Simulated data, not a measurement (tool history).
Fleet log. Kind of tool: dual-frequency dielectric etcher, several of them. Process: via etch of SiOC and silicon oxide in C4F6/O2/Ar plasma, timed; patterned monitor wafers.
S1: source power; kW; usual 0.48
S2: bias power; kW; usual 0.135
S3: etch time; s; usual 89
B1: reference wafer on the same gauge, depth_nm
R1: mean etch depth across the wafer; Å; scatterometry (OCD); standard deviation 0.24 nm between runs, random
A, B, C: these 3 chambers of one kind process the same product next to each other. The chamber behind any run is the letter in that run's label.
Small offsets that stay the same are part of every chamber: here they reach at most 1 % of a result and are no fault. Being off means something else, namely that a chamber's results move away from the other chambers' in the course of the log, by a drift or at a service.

run,hour,S1,S2,S3,B1,R1
1C,6.4,0.48,0.135,89,117.53,990.87
2B,12.8,0.48,0.135,89,117.46,996.15
3A,22.7,0.48,0.135,89,117.6,994.88
4B,31.9,0.48,0.135,89,117.54,992.8
5A,36.6,0.48,0.135,89,117.5,996.36
6C,41.6,0.48,0.151,98,117.5,1125.3
7A,52,0.48,0.151,98,117.44,1134.8
8B,56.6,0.48,0.151,98,117.46,1128.2
9C,64.8,0.48,0.135,89,117.52,988.25
10C,69.6,0.48,0.135,89,117.52,987.25
11B,75.2,0.52,0.115,89,117.5,976.7
12A,81.2,0.52,0.115,89,117.52,981.65
13B,89.4,0.52,0.115,89,117.55,982.82
# hour 93.6: chamber B: wet clean of the chamber
14C,94.1,0.48,0.135,89,117.43,993.67
15A,104,0.48,0.135,89,117.49,997.75
16C,112.5,0.48,0.135,89,117.52,987.15
17B,119.5,0.48,0.135,89,117.48,1026.4
18A,125.1,0.56,0.135,80.5,117.51,953.43
19A,133,0.56,0.135,80.5,117.57,957.87
20C,142.3,0.56,0.135,80.5,117.56,949.07
21B,152.8,0.48,0.135,89,117.58,1026.8

Has any chamber moved away from the others, gradually or after a service, or does the common gauge drift, or do the chambers differ only by their own small steady offsets? State the chamber and the most likely cause if one applies.

After it was serviced, chamber B no longer matches the other chambers.
Likeliest cause: etch rate over this chamber's usual, % = 2.86.

Which of the 4 candidates below, each the usual settings with something changed and its results left as question marks, puts chamber B back in line with what the other chambers give on the usual settings?
In line means no further than this from the other chambers' mean on the usual settings: R1 8.3 Å
22B-1,160.3,0.48,0.133,84.5,,?
22B-2,160.3,0.48,0.136,91.5,,?
22B-3,160.3,0.46,0.13,89,,?
22B-4,160.3,0.49,0.136,93,,?

Average result of the remaining chambers running the usual settings: R1 990.98 Å
run,R1
22B-1,966.64
22B-2,1053.8
22B-3,994.09
22B-4,1079.9
22B-3 puts the chamber back in line with the other chambers.

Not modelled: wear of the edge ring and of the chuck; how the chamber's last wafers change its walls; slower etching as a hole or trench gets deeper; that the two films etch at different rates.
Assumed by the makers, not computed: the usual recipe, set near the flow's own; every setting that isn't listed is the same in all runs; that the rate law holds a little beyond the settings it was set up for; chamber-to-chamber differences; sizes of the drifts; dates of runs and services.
